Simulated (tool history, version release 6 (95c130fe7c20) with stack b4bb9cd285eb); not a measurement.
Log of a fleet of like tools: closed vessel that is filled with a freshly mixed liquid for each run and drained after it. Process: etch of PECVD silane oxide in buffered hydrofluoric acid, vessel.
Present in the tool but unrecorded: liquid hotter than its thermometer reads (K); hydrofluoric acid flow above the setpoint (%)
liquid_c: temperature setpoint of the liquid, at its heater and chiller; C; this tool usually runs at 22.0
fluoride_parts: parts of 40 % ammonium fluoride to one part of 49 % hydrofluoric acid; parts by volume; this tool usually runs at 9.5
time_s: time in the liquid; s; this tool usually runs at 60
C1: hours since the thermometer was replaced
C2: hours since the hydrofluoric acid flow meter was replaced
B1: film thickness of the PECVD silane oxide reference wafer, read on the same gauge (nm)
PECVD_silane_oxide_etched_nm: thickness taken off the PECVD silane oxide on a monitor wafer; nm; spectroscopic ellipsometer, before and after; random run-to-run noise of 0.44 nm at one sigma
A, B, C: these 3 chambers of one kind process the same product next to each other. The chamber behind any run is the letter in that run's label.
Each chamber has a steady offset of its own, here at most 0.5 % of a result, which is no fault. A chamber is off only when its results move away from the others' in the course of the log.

Run 1B, hour 7.9: usual settings; C1 1741.0; C2 677.9; B1 40.029. Result: PECVD_silane_oxide_etched_nm 90.843 nm.
Run 2C, hour 13.7: usual settings; C1 270.0; C2 193.4; B1 40.002. Result: PECVD_silane_oxide_etched_nm 90.951 nm.
At hour 20.0: chamber B: hydrofluoric acid flow meter replaced.
Run 3A, hour 23.1: usual settings; C1 581.9; C2 1058.5; B1 40.002. Result: PECVD_silane_oxide_etched_nm 91.373 nm.
Run 4C, hour 35.3: usual settings; C1 291.6; C2 215.0; B1 39.995. Result: PECVD_silane_oxide_etched_nm 90.640 nm.
Run 5B, hour 42.5: usual settings; C1 1775.6; C2 22.5; B1 40.031. Result: PECVD_silane_oxide_etched_nm 91.848 nm.
Run 6A, hour 52.6: usual settings; C1 611.4; C2 1088.0; B1 40.002. Result: PECVD_silane_oxide_etched_nm 90.812 nm.
Run 7C, hour 59.7: usual settings but liquid_c 26.0 C, fluoride_parts 11.5 parts by volume; C1 316.0; C2 239.4; B1 39.999. Result: PECVD_silane_oxide_etched_nm 96.523 nm.
Run 8B, hour 69.3: usual settings but liquid_c 26.0 C, fluoride_parts 11.5 parts by volume; C1 1802.4; C2 49.3; B1 39.996. Result: PECVD_silane_oxide_etched_nm 95.740 nm.
Run 9A, hour 76.8: usual settings but liquid_c 26.0 C, fluoride_parts 11.5 parts by volume; C1 635.6; C2 1112.2; B1 39.999. Result: PECVD_silane_oxide_etched_nm 95.399 nm.
Run 10C, hour 84.4: usual settings; C1 340.7; C2 264.1; B1 39.980. Result: PECVD_silane_oxide_etched_nm 91.200 nm.
Run 11A, hour 90.6: usual settings; C1 649.4; C2 1126.0; B1 39.964. Result: PECVD_silane_oxide_etched_nm 91.578 nm.
Run 12B, hour 101.4: usual settings; C1 1834.5; C2 81.4; B1 39.990. Result: PECVD_silane_oxide_etched_nm 91.916 nm.
Run 13B, hour 113.5: usual settings but liquid_c 24.5 C, fluoride_parts 7.5 parts by volume; C1 1846.6; C2 93.5; B1 39.988. Result: PECVD_silane_oxide_etched_nm 131.640 nm.
Run 14A, hour 126.0: usual settings but liquid_c 24.5 C, fluoride_parts 7.5 parts by volume; C1 684.8; C2 1161.4; B1 39.992. Result: PECVD_silane_oxide_etched_nm 131.850 nm.
Run 15C, hour 138.8: usual settings but liquid_c 24.5 C, fluoride_parts 7.5 parts by volume; C1 395.1; C2 318.5; B1 40.010. Result: PECVD_silane_oxide_etched_nm 132.790 nm.
Run 16B, hour 144.8: usual settings but fluoride_parts 11.0 parts by volume, time_s 90 s; C1 1877.9; C2 124.8; B1 39.993. Result: PECVD_silane_oxide_etched_nm 121.380 nm.
Run 17C, hour 154.7: usual settings but fluoride_parts 11.0 parts by volume, time_s 90 s; C1 411.0; C2 334.4; B1 39.990. Result: PECVD_silane_oxide_etched_nm 121.060 nm.
Run 18A, hour 163.0: usual settings but fluoride_parts 11.0 parts by volume, time_s 90 s; C1 721.8; C2 1198.4; B1 40.006. Result: PECVD_silane_oxide_etched_nm 120.610 nm.
Run 19C, hour 174.5: usual settings; C1 430.8; C2 354.2; B1 40.019. Result: PECVD_silane_oxide_etched_nm 91.164 nm.
Run 20B, hour 186.1: usual settings; C1 1919.2; C2 166.1; B1 39.989. Result: PECVD_silane_oxide_etched_nm 91.690 nm.
Run 21A, hour 193.9: usual settings; C1 752.7; C2 1229.3; B1 40.003. Result: PECVD_silane_oxide_etched_nm 91.869 nm.
Run 22C, hour 205.9: usual settings; C1 462.2; C2 385.6; B1 39.998. Result: PECVD_silane_oxide_etched_nm 91.287 nm.
Run 23A, hour 219.1: usual settings; C1 777.9; C2 1254.5; B1 39.979. Result: PECVD_silane_oxide_etched_nm 91.975 nm.
Run 24B, hour 226.6: usual settings; C1 1959.7; C2 206.6; B1 39.977. Result: PECVD_silane_oxide_etched_nm 91.891 nm.
Run 25B, hour 236.3: usual settings but liquid_c 19.0 C; C1 1969.4; C2 216.3; B1 39.991. Result: PECVD_silane_oxide_etched_nm 77.061 nm.
Run 26C, hour 246.3: usual settings but liquid_c 19.0 C; C1 502.6; C2 426.0; B1 40.024. Result: PECVD_silane_oxide_etched_nm 76.851 nm.
At hour 248.4: chamber C: thermometer replaced.
Run 27A, hour 257.4: usual settings but liquid_c 19.0 C; C1 816.2; C2 1292.8; B1 40.013. Result: PECVD_silane_oxide_etched_nm 77.203 nm.
Run 28C, hour 270.2: usual settings; C1 21.8; C2 449.9; B1 39.986. Result: PECVD_silane_oxide_etched_nm 91.662 nm.

Predict what each chamber gives when all 3 of them run the settings below next.
Run 29A, hour 279.6: usual settings. Result: PECVD_silane_oxide_etched_nm ?.
Run 29B, hour 279.6: usual settings. Result: PECVD_silane_oxide_etched_nm ?.
Run 29C, hour 279.6: usual settings. Result: PECVD_silane_oxide_etched_nm ?.

run  PECVD_silane_oxide_etched_nm
29A                        91.407
29B                        90.818
29C                        91.389
